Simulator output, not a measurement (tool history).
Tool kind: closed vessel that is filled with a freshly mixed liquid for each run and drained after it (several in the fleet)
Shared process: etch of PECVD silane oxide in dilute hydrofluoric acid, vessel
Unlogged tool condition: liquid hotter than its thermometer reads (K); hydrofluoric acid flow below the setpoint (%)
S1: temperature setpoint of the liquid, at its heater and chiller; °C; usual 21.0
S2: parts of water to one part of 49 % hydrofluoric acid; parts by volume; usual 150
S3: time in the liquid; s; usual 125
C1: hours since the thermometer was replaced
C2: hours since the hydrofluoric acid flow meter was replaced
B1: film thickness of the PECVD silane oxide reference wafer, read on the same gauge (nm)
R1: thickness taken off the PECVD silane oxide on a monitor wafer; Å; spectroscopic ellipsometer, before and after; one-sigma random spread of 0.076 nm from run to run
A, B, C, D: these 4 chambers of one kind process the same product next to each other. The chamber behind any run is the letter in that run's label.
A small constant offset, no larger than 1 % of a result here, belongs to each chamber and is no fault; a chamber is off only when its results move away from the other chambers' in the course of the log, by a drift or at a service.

run 1D hour=5.6 | S1=21.0 S2=150 S3=125 | C1=389.5 C2=251.5 | B1=29.984 | R1=104.570
run 2A hour=12.5 | S1=21.0 S2=150 S3=125 | C1=331.5 C2=1493.8 | B1=30.009 | R1=105.650
run 3B hour=22.5 | S1=21.0 S2=150 S3=125 | C1=922.6 C2=719.5 | B1=29.982 | R1=105.480
run 4C hour=32.7 | S1=21.0 S2=150 S3=125 | C1=1499.9 C2=713.9 | B1=30.019 | R1=105.250
run 5C hour=38.1 | S1=21.0 S2=150 S3=125 | C1=1505.3 C2=719.3 | B1=29.979 | R1=106.230
run 6B hour=43.1 | S1=21.0 S2=150 S3=125 | C1=943.2 C2=740.1 | B1=30.032 | R1=106.490
run 7D hour=53.1 | S1=21.0 S2=150 S3=125 | C1=437.0 C2=299.0 | B1=29.955 | R1=105.190
-- hour=55.3 chamber A: hydrofluoric acid flow meter replaced
run 8A hour=58.7 | S1=21.0 S2=150 S3=125 | C1=377.7 C2=3.5 | B1=30.011 | R1=105.640
run 9C hour=67.4 | S1=21.0 S2=150 S3=125 | C1=1534.6 C2=748.6 | B1=29.987 | R1=107.080
run 10A hour=73.4 | S1=21.0 S2=150 S3=125 | C1=392.4 C2=18.2 | B1=29.973 | R1=105.540
run 11D hour=81.7 | S1=21.0 S2=150 S3=125 | C1=465.6 C2=327.6 | B1=30.019 | R1=106.210
run 12B hour=92.1 | S1=21.0 S2=150 S3=125 | C1=992.2 C2=789.1 | B1=29.989 | R1=103.390
run 13B hour=102.4 | S1=21.0 S2=150 S3=125 | C1=1002.5 C2=799.4 | B1=30.000 | R1=104.910
run 14D hour=113.0 | S1=21.0 S2=150 S3=125 | C1=496.9 C2=358.9 | B1=30.037 | R1=105.630
run 15C hour=122.2 | S1=21.0 S2=150 S3=125 | C1=1589.4 C2=803.4 | B1=29.991 | R1=105.940
run 16A hour=133.4 | S1=21.0 S2=150 S3=125 | C1=452.4 C2=78.2 | B1=30.029 | R1=104.070
run 17D hour=141.1 | S1=21.0 S2=150 S3=125 | C1=525.0 C2=387.0 | B1=30.000 | R1=105.800
run 18A hour=150.1 | S1=21.0 S2=150 S3=125 | C1=469.1 C2=94.9 | B1=30.005 | R1=105.030
run 19B hour=155.1 | S1=21.0 S2=150 S3=125 | C1=1055.2 C2=852.1 | B1=30.014 | R1=106.120
run 20C hour=164.8 | S1=21.0 S2=150 S3=125 | C1=1632.0 C2=846.0 | B1=30.012 | R1=105.330
run 21A hour=172.2 | S1=21.0 S2=150 S3=125 | C1=491.2 C2=117.0 | B1=29.976 | R1=105.920
run 22D hour=179.9 | S1=21.0 S2=150 S3=125 | C1=563.8 C2=425.8 | B1=29.926 | R1=104.250
run 23C hour=189.6 | S1=21.0 S2=150 S3=125 | C1=1656.8 C2=870.8 | B1=30.009 | R1=105.020
run 24B hour=197.6 | S1=21.0 S2=210 S3=125 | C1=1097.7 C2=894.6 | B1=30.000 | R1=69.675
run 25C hour=207.7 | S1=21.0 S2=210 S3=125 | C1=1674.9 C2=888.9 | B1=30.028 | R1=71.191
run 26A hour=214.1 | S1=21.0 S2=210 S3=125 | C1=533.1 C2=158.9 | B1=30.027 | R1=71.160
run 27B hour=219.2 | S1=21.0 S2=210 S3=125 | C1=1119.3 C2=916.2 | B1=29.989 | R1=70.308
run 28D hour=228.1 | S1=18.5 S2=150 S3=185 | C1=612.0 C2=474.0 | B1=30.026 | R1=141.310
run 29D hour=234.7 | S1=18.5 S2=150 S3=185 | C1=618.6 C2=480.6 | B1=30.021 | R1=141.880
run 30B hour=241.3 | S1=18.5 S2=150 S3=185 | C1=1141.4 C2=938.3 | B1=30.026 | R1=140.650
run 31A hour=250.4 | S1=18.5 S2=150 S3=185 | C1=569.4 C2=195.2 | B1=30.025 | R1=141.500
run 32C hour=255.7 | S1=21.0 S2=150 S3=125 | C1=1722.9 C2=936.9 | B1=30.012 | R1=106.200
run 33A hour=262.2 | S1=21.0 S2=150 S3=125 | C1=581.2 C2=207.0 | B1=30.003 | R1=105.810
run 34B hour=273.5 | S1=21.0 S2=150 S3=125 | C1=1173.6 C2=970.5 | B1=29.975 | R1=103.920
run 35C hour=282.4 | S1=21.0 S2=150 S3=125 | C1=1749.6 C2=963.6 | B1=30.019 | R1=106.880
run 36D hour=290.4 | S1=21.0 S2=150 S3=125 | C1=674.3 C2=536.3 | B1=30.004 | R1=105.580
run 37D hour=298.7 | S1=21.0 S2=150 S3=125 | C1=682.6 C2=544.6 | B1=30.042 | R1=105.020
run 38C hour=304.6 | S1=24.5 S2=150 S3=190 | C1=1771.8 C2=985.8 | B1=30.002 | R1=182.780
run 39B hour=313.3 | S1=24.5 S2=150 S3=190 | C1=1213.4 C2=1010.3 | B1=30.014 | R1=181.240

One chamber off, gauge drift, or nothing amiss beyond the chambers' own small offsets? If it is a chamber, which one, and what is the likeliest cause?

All chambers stay in line apart from their small fixed offsets, and the gauge does not drift.
